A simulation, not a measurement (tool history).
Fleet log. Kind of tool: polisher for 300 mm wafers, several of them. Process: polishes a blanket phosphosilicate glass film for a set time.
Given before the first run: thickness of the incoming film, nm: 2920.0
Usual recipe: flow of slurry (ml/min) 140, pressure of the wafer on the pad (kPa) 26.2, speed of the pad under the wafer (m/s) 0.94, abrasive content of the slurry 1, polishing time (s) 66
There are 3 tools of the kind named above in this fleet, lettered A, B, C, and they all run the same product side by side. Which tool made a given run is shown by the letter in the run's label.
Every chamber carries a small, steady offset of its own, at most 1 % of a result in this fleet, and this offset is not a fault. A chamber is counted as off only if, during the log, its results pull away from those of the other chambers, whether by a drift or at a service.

run,hour,flow of slurry (ml/min),pressure of the wafer on the pad (kPa),speed of the pad under the wafer (m/s),abrasive content of the slurry,polishing time (s),film removed (Å)
1C,4.6,140,26.2,0.94,1,66,5501.7
2A,7.2,140,26.2,0.94,1,66,5480.4
3B,9.8,140,26.2,0.94,1,66,5479.5
# hour 11.4: chamber B: worn pad replaced by a new one
4B,12.7,140,26.2,0.94,1,66,5435.5
5C,16.4,185,29,0.94,1,66,6429.8
6A,18.6,185,29,0.94,1,66,6434
7B,22.2,185,29,0.94,1,66,6316.2
# hour 25.5: chamber B: slurry nozzle cleaned
8A,26.6,140,26.2,0.94,1,66,5532.3
9C,30.3,140,26.2,0.94,1,66,5501.8
10C,34.7,140,26.2,0.94,1,53,4493.5
11A,38,140,26.2,0.94,1,53,4455.3
12B,41.7,140,26.2,0.94,1,53,4388.8
13B,44.6,140,26.2,0.94,1,50,4093.6
14A,49,140,26.2,0.94,1,50,4233.8
# hour 49.2: chamber A: worn pad replaced by a new one
15C,52.5,140,26.2,0.94,1,50,4189.1
# hour 52.9: chamber C: worn pad replaced by a new one
16B,56.1,140,26.2,0.94,1,66,5478.4
17C,60.2,140,26.2,0.94,1,66,5513.3
18A,62.5,140,26.2,0.94,1,66,5543.4
19C,65,140,26.2,0.94,1,66,5593.1
20B,69.4,140,26.2,0.94,1,66,5395.9
21A,72.2,140,26.2,0.94,1,66,5580.8
# hour 74.5: chamber C: slurry blender recalibrated
22C,74.6,140,26.2,0.94,1,66,5504
23B,78.1,140,26.2,0.94,1,66,5440.9
24A,81.2,140,26.2,1.14,1,66,6488
25C,85.5,140,26.2,1.14,1,66,6469.6
26B,89.5,140,26.2,1.14,1,66,6379.1
27A,92,140,26.2,0.94,1,66,5486.4
28A,95.2,140,26.2,0.94,1,66,5570.1

Decide between three cases: one chamber stands off from its peers, the gauge reading all wafers drifts, or nothing is wrong past each chamber's small offset. Where a chamber is off, say which and what most likely put it there.

No chamber is off and the gauge is stable; the differences are just each chamber's small, constant offset.
